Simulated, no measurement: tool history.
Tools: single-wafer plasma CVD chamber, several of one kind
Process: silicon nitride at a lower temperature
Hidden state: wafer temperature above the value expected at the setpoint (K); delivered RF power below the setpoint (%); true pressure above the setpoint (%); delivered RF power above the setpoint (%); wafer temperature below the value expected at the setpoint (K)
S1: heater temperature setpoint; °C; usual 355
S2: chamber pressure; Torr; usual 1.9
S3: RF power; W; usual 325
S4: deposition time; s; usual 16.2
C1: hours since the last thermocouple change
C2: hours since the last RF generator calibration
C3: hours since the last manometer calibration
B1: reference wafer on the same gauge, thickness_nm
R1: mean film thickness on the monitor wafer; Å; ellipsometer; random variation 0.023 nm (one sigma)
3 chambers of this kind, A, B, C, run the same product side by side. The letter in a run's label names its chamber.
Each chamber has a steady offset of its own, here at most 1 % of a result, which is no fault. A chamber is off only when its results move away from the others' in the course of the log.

Run 1C, hour 11.1: usual settings; C1 214.7; C2 739.4; C3 368; B1 21.814. Result: R1 211.26 Å.
Run 2B, hour 17.6: usual settings; C1 256.3; C2 538.8; C3 1150.2; B1 21.809. Result: R1 208.99 Å.
Run 3A, hour 23.9: usual settings; C1 208.7; C2 970.5; C3 1228.7; B1 21.818. Result: R1 210.16 Å.
Run 4B, hour 33.5: usual settings; C1 272.2; C2 554.7; C3 1166.1; B1 21.817. Result: R1 209.33 Å.
Run 5A, hour 45.6: usual settings but S3 370 W; C1 230.4; C2 992.2; C3 1250.4; B1 21.822. Result: R1 228.46 Å.
Run 6C, hour 53.8: usual settings but S3 370 W; C1 257.4; C2 782.1; C3 410.7; B1 21.824. Result: R1 229.3 Å.
Run 7A, hour 64.9: usual settings but S3 370 W; C1 249.7; C2 1011.5; C3 1269.7; B1 21.828. Result: R1 229.15 Å.
Run 8B, hour 74.2: usual settings; C1 312.9; C2 595.4; C3 1206.8; B1 21.83. Result: R1 209.01 Å.
Run 9C, hour 83.7: usual settings; C1 287.3; C2 812; C3 440.6; B1 21.84. Result: R1 211.17 Å.
Run 10A, hour 90.4: usual settings; C1 275.2; C2 1037; C3 1295.2; B1 21.845. Result: R1 210.27 Å.
Run 11C, hour 99.5: usual settings but S3 300 W; C1 303.1; C2 827.8; C3 456.4; B1 21.851. Result: R1 200.04 Å.
Run 12B, hour 111: usual settings but S3 300 W; C1 349.7; C2 632.2; C3 1243.6; B1 21.862. Result: R1 198.68 Å.
Run 13B, hour 119.1: usual settings but S3 300 W; C1 357.8; C2 640.3; C3 1251.7; B1 21.859. Result: R1 198.77 Å.
Run 14A, hour 128.2: usual settings; C1 313; C2 1074.8; C3 1333; B1 21.864. Result: R1 210.73 Å.
Run 15C, hour 136.1: usual settings; C1 339.7; C2 864.4; C3 493; B1 21.871. Result: R1 211.52 Å.
Run 16B, hour 144.5: usual settings; C1 383.2; C2 665.7; C3 1277.1; B1 21.884. Result: R1 209.4 Å.
Run 17A, hour 152.4: usual settings; C1 337.2; C2 1099; C3 1357.2; B1 21.879. Result: R1 211.26 Å.
Run 18C, hour 159.1: usual settings; C1 362.7; C2 887.4; C3 516; B1 21.881. Result: R1 211.32 Å.
Run 19B, hour 168.1: usual settings; C1 406.8; C2 689.3; C3 1300.7; B1 21.893. Result: R1 209.92 Å.
Run 20A, hour 181.5: usual settings; C1 366.3; C2 1128.1; C3 1386.3; B1 21.898. Result: R1 210.81 Å.

Next, every chamber runs the same settings. What will each give?
Run 21A, hour 191.1: usual settings. Result: R1 ?.
Run 21B, hour 191.1: usual settings. Result: R1 ?.
Run 21C, hour 191.1: usual settings. Result: R1 ?.

run      R1
21A  211.39
21B  209.59
21C   211.7
